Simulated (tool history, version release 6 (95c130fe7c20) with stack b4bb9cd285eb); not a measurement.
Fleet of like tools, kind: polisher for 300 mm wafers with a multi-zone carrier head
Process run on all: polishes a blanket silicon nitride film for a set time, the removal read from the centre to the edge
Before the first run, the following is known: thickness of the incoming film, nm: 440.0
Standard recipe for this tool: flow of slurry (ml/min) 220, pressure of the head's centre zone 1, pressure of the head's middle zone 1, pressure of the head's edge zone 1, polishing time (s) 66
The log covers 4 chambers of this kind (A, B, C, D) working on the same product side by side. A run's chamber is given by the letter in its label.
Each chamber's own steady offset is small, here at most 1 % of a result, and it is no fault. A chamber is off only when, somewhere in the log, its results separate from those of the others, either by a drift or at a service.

run	hour	flow of slurry (ml/min)	pressure of the head's centre zone	pressure of the head's middle zone	pressure of the head's edge zone	polishing time (s)	wafers polished on this pad	hours since the slurry nozzle was cleaned	hours since the centre zone pressure was calibrated	hours since the edge zone pressure was calibrated	film removed at the wafer's centre (Å)	film removed at mid-radius (Å)	film removed at the wafer's edge (Å)
# hour 1.6: chamber A: worn pad replaced by a new one
1A	14.6	220	1	1	1	66	118	242.5	240.5	254.1	1368.2	1335.7	1357.9
# hour 24.3: chamber D: edge zone pressure recalibrated
2D	24.8	220	1	1	1	66	633	211.1	1282	0.6	1371.6	1345	1350.6
# hour 30.5: chamber D: slurry nozzle cleaned
3B	38	220	1	1	1	66	603	233.9	109	423.3	1318	1329.2	1356.3
4C	51.6	220	1	1	1	66	1051	178.9	471.1	100.2	1333.4	1341.5	1325.9
# hour 54.7: chamber C: worn pad replaced by a new one
# hour 59.6: chamber B: worn pad replaced by a new one
5A	65.7	220	1	1	1	66	582	293.6	291.6	305.2	1329.7	1352.1	1341.6
6C	74.2	220	1	1	1	66	177	201.5	493.7	122.8	1326.1	1353.2	1328.5
7D	83.3	220	1	1	1	66	1164	52.9	1340.5	59.1	1343.8	1368.4	1342.6
# hour 90.1: chamber C: slurry nozzle cleaned
8B	96.2	220	1	1	1	66	332	292.1	167.2	481.5	1331.9	1345.5	1346.8
# hour 106: chamber A: centre zone pressure recalibrated
9D	108.5	220	1	1	1	66	1393	78.1	1365.7	84.3	1380.6	1335.7	1333.5
# hour 110.6: chamber A: worn pad replaced by a new one
10B	117.1	220	1	1	1	66	522	313	188.1	502.4	1337.5	1337.8	1363.2
11A	133.5	220	1	1	1	66	208	361.4	27.5	373	1355.8	1352.3	1347.3
12C	146.6	220	1.1	1	1	66	835	56.5	566.1	195.2	1489.1	1337.5	1329.1
# hour 146.8: chamber B: worn pad replaced by a new one
13C	155.5	220	1.1	1	1	66	916	65.4	575	204.1	1511	1341.4	1315.1
# hour 158.4: chamber C: centre zone pressure recalibrated
# hour 160.7: chamber C: worn pad replaced by a new one
14B	169.2	220	1.1	1	1	66	204	365.1	240.2	554.5	1480.7	1315.9	1344.4
15A	176.6	220	1.1	1	1	66	599	404.5	70.6	416.1	1444.7	1349.7	1338.7
16D	187.9	220	1	1	1	66	2114	157.5	1445.1	163.7	1315.1	1331.9	1300
17B	199.3	220	1	1	1	66	477	395.2	270.3	584.6	1341.5	1323.1	1360.4
18A	212.4	220	1	1	1	66	924	440.3	106.4	451.9	1318.2	1336.2	1310.8
19C	227.1	220	1	1	1	66	603	137	68.8	275.7	1329.9	1325.7	1349.2
# hour 233.6: chamber B: worn pad replaced by a new one
# hour 237.4: chamber A: worn pad replaced by a new one
20D	238.2	220	1	1	1	66	2571	207.8	1495.4	214	1321	1307.9	1292.4
# hour 244.9: chamber D: slurry nozzle cleaned
21D	248	220	1	1	1	66	2660	3.2	1505.2	223.8	1314.7	1282.7	1275.9
22B	263.8	220	1	1	1	66	274	459.7	334.8	649.1	1337.6	1333.9	1354.2
23A	278.5	220	1	1	1	66	373	506.4	172.5	518	1323.1	1327.7	1335.1
24C	285.7	220	1	1	1	66	1135	195.6	127.4	334.3	1347.9	1333	1337.4
# hour 294.4: chamber C: worn pad replaced by a new one
25C	297.9	220	1	1	1	66	31	207.8	139.6	346.5	1338.4	1326	1333.4
26B	314	220	1	1	1	66	730	509.9	385	699.3	1353.6	1332	1365.8
27A	328.1	220	1	1	1	66	823	556	222.1	567.6	1326	1344.4	1335.4
28D	335.5	220	1	1	1	66	3455	90.7	1592.7	311.3	1249.5	1251.4	1239.1
# hour 337.6: chamber C: slurry nozzle cleaned
# hour 344.4: chamber B: worn pad replaced by a new one
29C	351.5	220	1	1	1	66	518	14	193.2	400.1	1348.6	1327.4	1311.9
30D	358.7	220	1	1	1	66	3665	113.9	1615.9	334.5	1235.6	1215.1	1231.4
# hour 362: chamber D: centre zone pressure recalibrated
31A	367.6	220	1	1	1	66	1182	595.5	261.6	607.1	1329.6	1337.2	1363.5
32B	380.9	220	1	1	1	66	331	576.8	451.9	766.2	1312.4	1345.6	1344.1
33C	393.1	220	1	1.11	1	87	896	55.6	234.8	441.7	1778.6	1937.6	1756.8
34D	403.1	220	1	1.11	1	87	4069	158.3	41.2	378.9	1638.9	1806.6	1603.8

Has any chamber moved away from the others, gradually or after a service, or does the common gauge drift, or do the chambers differ only by their own small steady offsets? State the chamber and the most likely cause if one applies.

One chamber, D, drifts off from the rest bit by bit.
Most likely cause: removal rate lost through wear of the pad, % = 9.1.

Chamber D could run next with any of the 4 candidate recipes listed below; each alters the usual settings, and their results appear as question marks. Which one brings its results back in line with what the other chambers deliver on the usual settings?
Maximum distance from the other chambers' mean on the usual settings for a result to count as in line: film removed at the wafer's centre (Å) 56; film removed at mid-radius (Å) 45; film removed at the wafer's edge (Å) 55
35D-1	415	220	1	1	1	64					?	?	?
35D-2	415	220	0.99	1	1.01	72					?	?	?
35D-3	415	220	1.01	1	0.99	60					?	?	?
35D-4	415	220	1	1	1	68					?	?	?

The other chambers' mean on the usual settings: film removed at the wafer's centre (Å) 1335.3; film removed at mid-radius (Å) 1337; film removed at the wafer's edge (Å) 1342.3
run	film removed at the wafer's centre (Å)	film removed at mid-radius (Å)	film removed at the wafer's edge (Å)
35D-1	1187.6	1177.8	1179.8
35D-2	1321.7	1325.1	1334.2
35D-3	1125.4	1104.1	1100.2
35D-4	1261.9	1251.4	1253.5
It is 35D-2 that realigns the chamber with its peers.
